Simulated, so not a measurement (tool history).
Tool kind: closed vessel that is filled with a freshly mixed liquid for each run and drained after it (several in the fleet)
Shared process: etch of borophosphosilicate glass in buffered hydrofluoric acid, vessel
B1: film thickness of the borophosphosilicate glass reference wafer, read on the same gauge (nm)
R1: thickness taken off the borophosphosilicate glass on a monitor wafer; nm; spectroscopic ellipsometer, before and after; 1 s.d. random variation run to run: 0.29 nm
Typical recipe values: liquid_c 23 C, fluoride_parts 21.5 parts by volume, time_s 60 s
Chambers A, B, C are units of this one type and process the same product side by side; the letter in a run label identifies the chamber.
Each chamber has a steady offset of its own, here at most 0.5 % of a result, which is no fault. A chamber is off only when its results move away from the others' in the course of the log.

{"run": "1B", "hour": 5.1, "liquid_c": 23, "fluoride_parts": 21.5, "time_s": 60, "B1": 50.003, "R1": 62.823}
{"run": "2C", "hour": 9.2, "liquid_c": 23, "fluoride_parts": 21.5, "time_s": 60, "B1": 49.998, "R1": 62.87}
{"run": "3A", "hour": 15.0, "liquid_c": 23, "fluoride_parts": 21.5, "time_s": 60, "B1": 49.978, "R1": 62.766}
{"run": "4C", "hour": 19.3, "liquid_c": 23, "fluoride_parts": 21.5, "time_s": 60, "B1": 50.023, "R1": 63.184}
{"run": "5B", "hour": 25.7, "liquid_c": 23, "fluoride_parts": 21.5, "time_s": 60, "B1": 50.039, "R1": 63.117}
{"run": "6A", "hour": 32.1, "liquid_c": 23, "fluoride_parts": 21.5, "time_s": 60, "B1": 50, "R1": 62.746}
{"run": "7C", "hour": 37.0, "liquid_c": 23, "fluoride_parts": 21.5, "time_s": 60, "B1": 50.02, "R1": 63.88}
{"run": "8A", "hour": 41.5, "liquid_c": 23, "fluoride_parts": 21.5, "time_s": 60, "B1": 49.969, "R1": 62.553}
{"run": "9B", "hour": 48.5, "liquid_c": 23, "fluoride_parts": 21.5, "time_s": 35, "B1": 50.009, "R1": 36.543}
{"run": "10C", "hour": 55.0, "liquid_c": 23, "fluoride_parts": 21.5, "time_s": 35, "B1": 49.981, "R1": 37.492}
{"run": "11B", "hour": 62.3, "liquid_c": 23, "fluoride_parts": 21.5, "time_s": 35, "B1": 50.005, "R1": 36.647}
{"run": "12A", "hour": 68.7, "liquid_c": 23, "fluoride_parts": 21.5, "time_s": 60, "B1": 50.019, "R1": 62.878}
{"run": "13B", "hour": 76.0, "liquid_c": 20, "fluoride_parts": 21.5, "time_s": 60, "B1": 50.009, "R1": 52.823}
{"run": "14A", "hour": 81.2, "liquid_c": 20, "fluoride_parts": 21.5, "time_s": 60, "B1": 49.988, "R1": 53.41}
{"run": "15C", "hour": 88.0, "liquid_c": 20, "fluoride_parts": 21.5, "time_s": 60, "B1": 50.015, "R1": 54.815}
{"run": "16B", "hour": 94.5, "liquid_c": 23, "fluoride_parts": 21.5, "time_s": 60, "B1": 50.011, "R1": 62.582}
{"run": "17C", "hour": 100.7, "liquid_c": 23, "fluoride_parts": 21.5, "time_s": 60, "B1": 50.02, "R1": 65.307}
{"run": "18A", "hour": 106.1, "liquid_c": 23, "fluoride_parts": 21.5, "time_s": 60, "B1": 50.013, "R1": 62.59}
{"run": "19A", "hour": 111.2, "liquid_c": 23, "fluoride_parts": 21.5, "time_s": 60, "B1": 50.022, "R1": 62.507}
{"run": "20C", "hour": 116.4, "liquid_c": 23, "fluoride_parts": 18.5, "time_s": 75, "B1": 50.001, "R1": 95.569}
{"run": "21B", "hour": 121.4, "liquid_c": 23, "fluoride_parts": 18.5, "time_s": 75, "B1": 50.006, "R1": 89.109}
{"run": "22C", "hour": 127.7, "liquid_c": 23, "fluoride_parts": 18.5, "time_s": 75, "B1": 49.988, "R1": 95.869}

Next, all 3 chambers run the settings below, one line each with question marks for the results. What does each chamber give?
{"run": "23A", "hour": 133.1, "liquid_c": 23, "fluoride_parts": 21.5, "time_s": 60, "R1": "?"}
{"run": "23B", "hour": 133.1, "liquid_c": 23, "fluoride_parts": 21.5, "time_s": 60, "R1": "?"}
{"run": "23C", "hour": 133.1, "liquid_c": 23, "fluoride_parts": 21.5, "time_s": 60, "R1": "?"}

run=23A R1=62.559
run=23B R1=62.49
run=23C R1=66.331
